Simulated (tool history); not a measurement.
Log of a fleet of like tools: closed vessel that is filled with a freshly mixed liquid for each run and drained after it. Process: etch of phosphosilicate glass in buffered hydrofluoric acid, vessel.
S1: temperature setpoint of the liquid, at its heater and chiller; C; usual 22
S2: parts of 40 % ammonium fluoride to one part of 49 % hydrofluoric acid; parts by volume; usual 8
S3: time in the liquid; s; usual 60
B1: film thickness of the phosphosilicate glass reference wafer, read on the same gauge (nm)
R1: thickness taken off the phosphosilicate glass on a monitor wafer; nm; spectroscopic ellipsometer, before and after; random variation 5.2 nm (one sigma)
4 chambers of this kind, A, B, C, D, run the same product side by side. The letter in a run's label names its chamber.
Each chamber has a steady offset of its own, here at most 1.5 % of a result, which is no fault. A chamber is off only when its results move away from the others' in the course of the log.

Run 1C, hour 6.4: usual settings; B1 149.99. Result: R1 560.52 nm.
Run 2D, hour 10.7: usual settings; B1 150.04. Result: R1 547.01 nm.
Run 3A, hour 14.9: usual settings; B1 150.02. Result: R1 557.18 nm.
Run 4B, hour 19.9: usual settings; B1 149.98. Result: R1 553.62 nm.
Run 5D, hour 26.5: usual settings; B1 149.97. Result: R1 545.52 nm.
Run 6A, hour 33.7: usual settings; B1 149.98. Result: R1 558.1 nm.
Run 7C, hour 39.2: usual settings; B1 150.02. Result: R1 557.52 nm.
Run 8B, hour 46.4: usual settings; B1 150. Result: R1 544.71 nm.
Run 9A, hour 53.3: usual settings; B1 150.03. Result: R1 538.09 nm.
Run 10D, hour 59.8: usual settings; B1 150.07. Result: R1 551.73 nm.
Run 11C, hour 63.5: usual settings; B1 150. Result: R1 554.12 nm.
Run 12B, hour 71.2: usual settings; B1 150.01. Result: R1 544.63 nm.
Run 13B, hour 77.9: usual settings; B1 150.05. Result: R1 548.45 nm.
Run 14D, hour 81.6: usual settings; B1 149.99. Result: R1 547.71 nm.
Run 15A, hour 87.2: usual settings; B1 149.99. Result: R1 533.75 nm.
Run 16C, hour 94.1: usual settings; B1 150.02. Result: R1 551.02 nm.
Run 17C, hour 98.6: usual settings; B1 150.03. Result: R1 559.7 nm.
Run 18A, hour 103: usual settings; B1 149.98. Result: R1 537.2 nm.
At hour 103.7: chamber B: thermometer replaced.
Run 19B, hour 110.3: usual settings; B1 149.98. Result: R1 551.77 nm.
Run 20D, hour 114.3: usual settings; B1 150. Result: R1 546.8 nm.
At hour 116.6: chamber B: hydrofluoric acid flow meter replaced.
Run 21C, hour 120.9: usual settings but S2 5.5 parts by volume; B1 149.98. Result: R1 794.04 nm.
Run 22D, hour 125.2: usual settings but S2 5.5 parts by volume; B1 149.99. Result: R1 784.54 nm.
Run 23A, hour 130.5: usual settings but S2 5.5 parts by volume; B1 149.99. Result: R1 759.14 nm.
Run 24B, hour 134.1: usual settings but S2 5.5 parts by volume; B1 150. Result: R1 780.71 nm.
Run 25B, hour 140.4: usual settings; B1 150. Result: R1 563.98 nm.
Run 26D, hour 144.3: usual settings; B1 150.02. Result: R1 548.39 nm.
Run 27C, hour 148.2: usual settings; B1 150.02. Result: R1 552.23 nm.
Run 28A, hour 155.2: usual settings; B1 150. Result: R1 524.19 nm.
Run 29A, hour 161.7: usual settings; B1 150. Result: R1 510.14 nm.
Run 30C, hour 165.5: usual settings; B1 150. Result: R1 553.86 nm.
Run 31D, hour 172.6: usual settings; B1 149.98. Result: R1 549.99 nm.
Run 32B, hour 176.2: usual settings but S1 25 C, S2 10.5 parts by volume; B1 149.98. Result: R1 511.08 nm.
Run 33C, hour 182.1: usual settings but S1 25 C, S2 10.5 parts by volume; B1 150.06. Result: R1 518.33 nm.
Run 34B, hour 189.6: usual settings but S1 25 C, S2 10.5 parts by volume; B1 149.97. Result: R1 497.82 nm.

All 4 chambers run these settings next. Forecast each chamber's results:
Run 35A, hour 195.3: usual settings. Result: R1 ?.
Run 35B, hour 195.3: usual settings. Result: R1 ?.
Run 35C, hour 195.3: usual settings. Result: R1 ?.
Run 35D, hour 195.3: usual settings. Result: R1 ?.

run      R1
35A  520.03
35B  547.56
35C  564.02
35D  545.75
